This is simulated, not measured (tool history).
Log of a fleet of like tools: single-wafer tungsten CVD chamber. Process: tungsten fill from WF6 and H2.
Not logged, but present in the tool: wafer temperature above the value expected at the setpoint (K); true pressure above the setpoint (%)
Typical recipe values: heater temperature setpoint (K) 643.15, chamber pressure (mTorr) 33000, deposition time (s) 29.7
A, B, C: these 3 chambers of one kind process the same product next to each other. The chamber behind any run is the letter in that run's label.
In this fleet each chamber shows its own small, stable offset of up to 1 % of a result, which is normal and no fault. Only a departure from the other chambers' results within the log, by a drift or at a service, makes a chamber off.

run   hour  heater temperature setpoint (K)  chamber pressure (mTorr)  deposition time (s)  hours since the last thermocouple change  hours since the last manometer calibration  read-back reference wafer on the same gauge, thickness_nm  mean film thickness on the monitor wafer (angstrom)
 1A    7.2                           643.15                     33000                 29.7                                    1776.4                                       732.4                                                     39.928                                               496.36
 2C   12.7                           643.15                     33000                 29.7                                     359.3                                      1221.5                                                     39.889                                               495.73
 3B   18.1                           643.15                     33000                 29.7                                     263.7                                      1470.4                                                     39.891                                               495.59
 4C   26.3                           643.15                     33000                 29.7                                     372.9                                      1235.1                                                     39.885                                               490.89
 5A   36.7                           643.15                     33000                 29.7                                    1805.9                                       761.9                                                     39.919                                               497.58
      41.5  -- chamber B: capacitance manometer re-zeroed and calibrated
 6B   43.9                           643.15                     33000                 29.7                                     289.5                                         2.4                                                       39.9                                               493.55
 7B   48.6                           629.15                     40700                 29.7                                     294.2                                         7.1                                                     39.896                                               400.86
 8C   58.2                           629.15                     40700                 29.7                                     404.8                                        1267                                                     39.944                                               399.89
 9A   64.8                           629.15                     40700                 29.7                                      1834                                         790                                                     39.919                                               404.96
10A   75.1                           643.15                     33000                 29.7                                    1844.3                                       800.3                                                     39.867                                               496.75
11C   79.8                           629.15                     38600                 29.7                                     426.4                                      1288.6                                                     39.941                                               388.33
12B   89.4                           629.15                     38600                 29.7                                       335                                        47.9                                                     39.871                                               392.83
      95.1  -- chamber A: capacitance manometer re-zeroed and calibrated
13A   95.2                           629.15                     38600                 29.7                                    1864.4                                         0.2                                                      39.88                                               393.65
14C  105.1                           643.15                     33000                 29.7                                     451.7                                      1313.9                                                     39.879                                               495.18
15B  114.3                           643.15                     33000                 29.7                                     359.9                                        72.8                                                     39.906                                               493.04
16C  120.6                           643.15                     33000                 29.7                                     467.2                                      1329.4                                                     39.865                                               493.42
17B  128.2                           643.15                     33000                 29.7                                     373.8                                        86.7                                                     39.896                                               495.42
18A  134.1                           643.15                     33000                   35                                    1903.3                                        39.1                                                     39.888                                               583.76
19A  143.5                           643.15                     33000                   35                                    1912.7                                        48.5                                                     39.942                                               585.01
20C  149.6                           643.15                     33000                   35                                     496.2                                      1358.4                                                     39.887                                               584.93
21B  158.7                           643.15                     33000                 29.7                                     404.3                                       117.2                                                      39.89                                               493.66
22A  163.5                           632.15                     25800                 29.7                                    1932.7                                        68.5                                                     39.888                                               345.86
23C  174.1                           632.15                     25800                 29.7                                     520.7                                      1382.9                                                     39.955                                               345.35
24B  184.1                           632.15                     25800                 29.7                                     429.7                                       142.6                                                     39.925                                               344.15
25A  191.1                           643.15                     33000                 29.7                                    1960.3                                        96.1                                                     39.885                                               496.18
26C  197.4                           643.15                     25500                   34                                       544                                      1406.2                                                     39.868                                                501.8
27B  204.8                           643.15                     25500                   34                                     450.4                                       163.3                                                     39.929                                               499.46
28B  215.5                           643.15                     25500                   34                                     461.1                                         174                                                     39.881                                               500.79
29A  226.3                           643.15                     33000                 29.7                                    1995.5                                       131.3                                                     39.906                                               494.45
30C  233.3                           643.15                     33000                 29.7                                     579.9                                      1442.1                                                     39.938                                               493.07
31B  242.3                           630.15                     33000                 29.7                                     487.9                                       200.8                                                     39.904                                               375.14

Next, all 3 chambers run the settings below, one line each with question marks for the results. What does each chamber give?
32A  250.1                           643.15                     33000                 29.7                                                                                                                                                                                                     ?
32B  250.1                           643.15                     33000                 29.7                                                                                                                                                                                                     ?
32C  250.1                           643.15                     33000                 29.7                                                                                                                                                                                                     ?

run  mean film thickness on the monitor wafer (angstrom)
32A                                               497.66
32B                                                494.8
32C                                               495.53

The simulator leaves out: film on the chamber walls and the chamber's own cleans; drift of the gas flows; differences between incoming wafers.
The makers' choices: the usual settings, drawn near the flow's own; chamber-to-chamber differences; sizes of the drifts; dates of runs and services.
